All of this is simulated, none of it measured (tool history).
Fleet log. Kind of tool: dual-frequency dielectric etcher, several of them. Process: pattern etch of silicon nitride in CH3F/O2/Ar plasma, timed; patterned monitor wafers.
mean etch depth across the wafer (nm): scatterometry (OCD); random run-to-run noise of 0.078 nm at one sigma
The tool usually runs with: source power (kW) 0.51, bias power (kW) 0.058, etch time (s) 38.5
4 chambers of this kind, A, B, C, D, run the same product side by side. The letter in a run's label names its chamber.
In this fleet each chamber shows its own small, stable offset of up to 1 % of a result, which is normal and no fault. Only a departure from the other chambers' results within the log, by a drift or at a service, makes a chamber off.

| run | day | source power (kW) | bias power (kW) | etch time (s) | hours since the last wet clean | hours since the last source power generator calibration | hours since the last bias power generator calibration | read-back reference wafer on the same gauge, depth_nm | mean etch depth across the wafer (nm) |
|---|---|---|---|---|---|---|---|---|---|
| 1B | 0.533 | 0.51 | 0.058 | 38.5 | 364 | 288.8 | 561.1 | 27.992 | 27.472 |
| 2A | 1.125 | 0.51 | 0.058 | 38.5 | 170 | 1038.8 | 1635.2 | 27.991 | 27.557 |
| 3D | 1.704 | 0.51 | 0.058 | 38.5 | 682.6 | 1030.4 | 2547.3 | 28.011 | 27.374 |
| 4C | 2.254 | 0.51 | 0.058 | 38.5 | 168.7 | 1392.3 | 1578.3 | 27.991 | 27.749 |
|  | 2.421 | chamber B: wet clean of the chamber |
| 5A | 2.717 | 0.51 | 0.058 | 38.5 | 208.2 | 1077 | 1673.4 | 27.992 | 27.571 |
| 6D | 3.3 | 0.51 | 0.064 | 38.5 | 720.9 | 1068.7 | 2585.6 | 28 | 28.302 |
|  | 3.333 | chamber D: bias power generator calibrated |
|  | 3.546 | chamber D: wet clean of the chamber |
| 7B | 3.808 | 0.51 | 0.064 | 38.5 | 33.3 | 367.4 | 639.7 | 27.982 | 28.32 |
| 8C | 4.379 | 0.51 | 0.064 | 38.5 | 219.7 | 1443.3 | 1629.3 | 28.014 | 28.548 |
| 9C | 4.771 | 0.51 | 0.064 | 38.5 | 229.1 | 1452.7 | 1638.7 | 28.013 | 28.663 |
| 10B | 5.221 | 0.51 | 0.058 | 38.5 | 67.2 | 401.3 | 673.6 | 27.994 | 27.472 |
| 11D | 5.771 | 0.63 | 0.058 | 38.5 | 53.5 | 1128 | 58.5 | 27.979 | 29.763 |
| 12A | 6.088 | 0.63 | 0.058 | 38.5 | 289.1 | 1157.9 | 1754.3 | 28 | 29.644 |
| 13A | 6.375 | 0.63 | 0.058 | 38.5 | 296 | 1164.8 | 1761.2 | 27.965 | 29.745 |
| 14B | 6.812 | 0.63 | 0.058 | 38.5 | 105.4 | 439.5 | 711.8 | 28.001 | 29.847 |
| 15D | 7.154 | 0.62 | 0.065 | 38.5 | 86.7 | 1161.2 | 91.7 | 28.009 | 30.745 |
| 16C | 7.588 | 0.62 | 0.065 | 38.5 | 296.7 | 1520.3 | 1706.3 | 28.004 | 30.989 |
| 17D | 7.983 | 0.62 | 0.065 | 38.5 | 106.6 | 1181.1 | 111.6 | 27.996 | 30.758 |
| 18B | 8.4 | 0.62 | 0.065 | 38.5 | 143.5 | 477.6 | 749.9 | 28.004 | 30.848 |
| 19C | 8.854 | 0.51 | 0.058 | 38.5 | 327.1 | 1550.7 | 1736.7 | 28.013 | 27.658 |
| 20A | 9.288 | 0.51 | 0.058 | 38.5 | 365.9 | 1234.7 | 1831.1 | 28.006 | 27.24 |
| 21D | 9.654 | 0.51 | 0.058 | 38.5 | 146.7 | 1221.2 | 151.7 | 28.007 | 27.266 |
|  | 9.75 | chamber C: bias power generator calibrated |
| 22A | 10.175 | 0.51 | 0.058 | 38.5 | 387.2 | 1256 | 1852.4 | 28.004 | 27.125 |
| 23C | 10.704 | 0.51 | 0.058 | 38.5 | 371.5 | 1595.1 | 22.9 | 27.986 | 27.752 |
| 24B | 11.021 | 0.51 | 0.058 | 38.5 | 206.4 | 540.5 | 812.8 | 27.99 | 27.344 |
| 25D | 11.533 | 0.51 | 0.058 | 38.5 | 191.8 | 1266.3 | 196.8 | 27.999 | 27.562 |
| 26B | 11.971 | 0.51 | 0.058 | 38.5 | 229.2 | 563.3 | 835.6 | 27.999 | 27.617 |
| 27A | 12.517 | 0.51 | 0.058 | 38.5 | 443.4 | 1312.2 | 1908.6 | 27.976 | 27.173 |
| 28C | 12.821 | 0.51 | 0.065 | 32.5 | 422.3 | 1645.9 | 73.7 | 27.99 | 24.256 |
| 29C | 13.388 | 0.51 | 0.065 | 32.5 | 435.9 | 1659.5 | 87.3 | 27.986 | 24.316 |
| 30B | 13.654 | 0.51 | 0.065 | 32.5 | 269.6 | 603.7 | 876 | 27.998 | 24.151 |
| 31D | 14.233 | 0.51 | 0.065 | 32.5 | 256.6 | 1331.1 | 261.6 | 28.026 | 23.977 |
| 32A | 14.75 | 0.51 | 0.058 | 38.5 | 497 | 1365.8 | 1962.2 | 28.007 | 27.001 |
| 33A | 15.071 | 0.51 | 0.058 | 38.5 | 504.7 | 1373.5 | 1969.9 | 27.99 | 26.847 |
| 34C | 15.546 | 0.51 | 0.058 | 38.5 | 487.7 | 1711.3 | 139.1 | 28.018 | 27.564 |
| 35D | 15.867 | 0.51 | 0.058 | 38.5 | 295.8 | 1370.3 | 300.8 | 27.986 | 27.473 |
| 36B | 16.408 | 0.47 | 0.058 | 43 | 335.7 | 669.8 | 942.1 | 28.004 | 29.783 |
| 37A | 16.754 | 0.47 | 0.058 | 43 | 545.1 | 1413.9 | 2010.3 | 27.984 | 28.927 |
| 38C | 17.154 | 0.47 | 0.058 | 43 | 526.3 | 1749.9 | 177.7 | 27.98 | 30.109 |
| 39D | 17.546 | 0.47 | 0.058 | 43 | 336.1 | 1410.6 | 341.1 | 28.002 | 29.644 |
| 40B | 17.979 | 0.4 | 0.07 | 38.5 | 373.4 | 707.5 | 979.8 | 28.007 | 26.467 |
| 41A | 18.575 | 0.4 | 0.07 | 38.5 | 588.8 | 1457.6 | 2054 | 28.013 | 25.873 |
| 42C | 18.912 | 0.4 | 0.07 | 38.5 | 568.5 | 1792.1 | 219.9 | 28.003 | 26.843 |

Decide between three cases: one chamber stands off from its peers, the gauge reading all wafers drifts, or nothing is wrong past each chamber's small offset. Where a chamber is off, say which and what most likely put it there.

Chamber A drifts away from the others.
What lies behind it: etch rate under this chamber's usual, % = 3.65.

Below are 4 candidate recipes for chamber A's next run, each the usual settings with a change, their results shown as question marks. Which of them brings A's results back in line with what the other chambers give on the usual settings?
A result is in line if it is within this distance of the other chambers' mean on the usual settings: mean etch depth across the wafer (nm) 0.27
| 43A-1 | 19.338 | 0.54 | 0.06 | 38.5 |  |  |  |  | ? |
| 43A-2 | 19.338 | 0.61 | 0.058 | 38.5 |  |  |  |  | ? |
| 43A-3 | 19.338 | 0.48 | 0.056 | 38.5 |  |  |  |  | ? |
| 43A-4 | 19.338 | 0.5 | 0.057 | 36.5 |  |  |  |  | ? |

Other chambers, usual settings, mean: mean etch depth across the wafer (nm) 27.568
| run | mean etch depth across the wafer (nm) |
|---|---|
| 43A-1 | 27.563 |
| 43A-2 | 28.61 |
| 43A-3 | 25.741 |
| 43A-4 | 24.94 |
43A-1 is the one that brings the chamber's results back in line with the other chambers.

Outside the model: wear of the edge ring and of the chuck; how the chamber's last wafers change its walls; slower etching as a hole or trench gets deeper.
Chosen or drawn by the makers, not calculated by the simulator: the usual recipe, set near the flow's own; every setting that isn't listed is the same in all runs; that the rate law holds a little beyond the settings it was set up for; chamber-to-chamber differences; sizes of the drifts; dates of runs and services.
